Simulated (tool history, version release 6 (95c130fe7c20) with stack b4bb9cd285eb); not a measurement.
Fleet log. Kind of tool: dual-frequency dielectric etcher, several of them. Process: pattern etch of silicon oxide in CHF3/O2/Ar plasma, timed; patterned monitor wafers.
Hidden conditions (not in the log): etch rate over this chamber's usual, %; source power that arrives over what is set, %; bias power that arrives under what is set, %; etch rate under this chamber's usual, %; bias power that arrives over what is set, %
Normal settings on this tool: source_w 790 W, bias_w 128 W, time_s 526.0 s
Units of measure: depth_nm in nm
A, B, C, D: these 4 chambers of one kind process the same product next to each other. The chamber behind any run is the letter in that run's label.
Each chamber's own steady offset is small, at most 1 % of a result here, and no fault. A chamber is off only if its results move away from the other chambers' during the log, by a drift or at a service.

run   hour  source_w  bias_w  time_s  hours since the last wet clean  hours since the last source power generator calibration  hours since the last bias power generator calibration  read-back reference wafer on the same gauge, depth_nm  depth_nm
 1B    4.9       790     128   526.0                           257.9                                                   5240.1                                                  547.8                                                 1170.7   1040.30
 2A    8.6       790     128   526.0                           292.2                                                   1319.1                                                 1460.8                                                 1169.9   1026.70
      12.1  -- chamber B: source power generator calibrated
 3C   15.7       790     128   526.0                           235.5                                                   1616.6                                                 1383.3                                                 1170.2   1029.80
 4D   23.5       790     128   526.0                           209.2                                                    234.5                                                 1189.1                                                 1171.2   1027.30
 5D   29.4       790     159   460.0                           215.1                                                    240.4                                                 1195.0                                                 1170.7    961.52
 6B   34.5       790     159   460.0                           287.5                                                     22.4                                                  577.4                                                 1170.8    977.25
 7C   41.2       790     159   460.0                           261.0                                                   1642.1                                                 1408.8                                                 1171.3    963.54
 8A   45.5       790     159   460.0                           329.1                                                   1356.0                                                 1497.7                                                 1171.4    961.38
      48.6  -- chamber C: bias power generator calibrated
 9A   50.9       790     128   526.0                           334.5                                                   1361.4                                                 1503.1                                                 1171.9   1029.90
10C   58.2       790     128   526.0                           278.0                                                   1659.1                                                    9.7                                                 1171.8   1031.80
11B   64.5       790     128   526.0                           317.5                                                     52.4                                                  607.4                                                 1171.7   1043.60
12D   71.4       790     128   526.0                           257.1                                                    282.4                                                 1237.0                                                 1172.4   1030.90
13C   75.1       790     128   526.0                           294.9                                                   1676.0                                                   26.6                                                 1172.5   1034.00
14B   81.0       790     128   526.0                           334.0                                                     68.9                                                  623.9                                                 1173.3   1044.00
15A   86.7       790     128   526.0                           370.3                                                   1397.2                                                 1538.9                                                 1173.0   1027.20
16D   95.0       790     128   396.5                           280.7                                                    306.0                                                 1260.6                                                 1173.4    779.40
17C   99.5       790     128   396.5                           319.3                                                   1700.4                                                   51.0                                                 1173.1    778.00
18D  107.1       790     128   396.5                           292.8                                                    318.1                                                 1272.7                                                 1173.7    777.44
19B  111.8       790     128   396.5                           364.8                                                     99.7                                                  654.7                                                 1173.9    787.93
20A  116.4       790     128   526.0                           400.0                                                   1426.9                                                 1568.6                                                 1174.2   1033.10
21A  124.6       790     128   526.0                           408.2                                                   1435.1                                                 1576.8                                                 1174.4   1032.40
22D  130.2       790     128   526.0                           315.9                                                    341.2                                                 1295.8                                                 1174.2   1033.80
23B  136.7       790     128   526.0                           389.7                                                    124.6                                                  679.6                                                 1174.7   1045.80
24C  141.5       790     128   526.0                           361.3                                                   1742.4                                                   93.0                                                 1174.9   1032.60
25C  145.9       790     128   526.0                           365.7                                                   1746.8                                                   97.4                                                 1174.5   1035.10
26D  153.2       790     128   526.0                           338.9                                                    364.2                                                 1318.8                                                 1175.3   1033.30
     158.5  -- chamber C: wet clean of the chamber
27B  159.0       790     128   526.0                           412.0                                                    146.9                                                  701.9                                                 1175.1   1047.60
28A  164.2       790     128   526.0                           447.8                                                   1474.7                                                 1616.4                                                 1175.9   1029.80
29C  171.5       790     128   526.0                            13.1                                                   1772.4                                                  123.0                                                 1175.9   1034.30
30D  176.8       790     128   526.0                           362.5                                                    387.8                                                 1342.4                                                 1175.9   1034.10
31A  183.8       790     128   526.0                           467.4                                                   1494.3                                                 1636.0                                                 1175.9   1032.20
32B  190.6       790     128   526.0                           443.6                                                    178.5                                                  733.5                                                 1176.0   1047.80
33D  196.3       790     128   526.0                           382.0                                                    407.3                                                 1361.9                                                 1176.5   1032.90

Next, all 4 chambers run the settings below, one line each with question marks for the results. What does each chamber give?
34A  202.5       790     128   526.0                                                                                                                                                                                                                ?
34B  202.5       790     128   526.0                                                                                                                                                                                                                ?
34C  202.5       790     128   526.0                                                                                                                                                                                                                ?
34D  202.5       790     128   526.0                                                                                                                                                                                                                ?

run  depth_nm
34A   1035.70
34B   1049.00
34C   1035.40
34D   1034.30

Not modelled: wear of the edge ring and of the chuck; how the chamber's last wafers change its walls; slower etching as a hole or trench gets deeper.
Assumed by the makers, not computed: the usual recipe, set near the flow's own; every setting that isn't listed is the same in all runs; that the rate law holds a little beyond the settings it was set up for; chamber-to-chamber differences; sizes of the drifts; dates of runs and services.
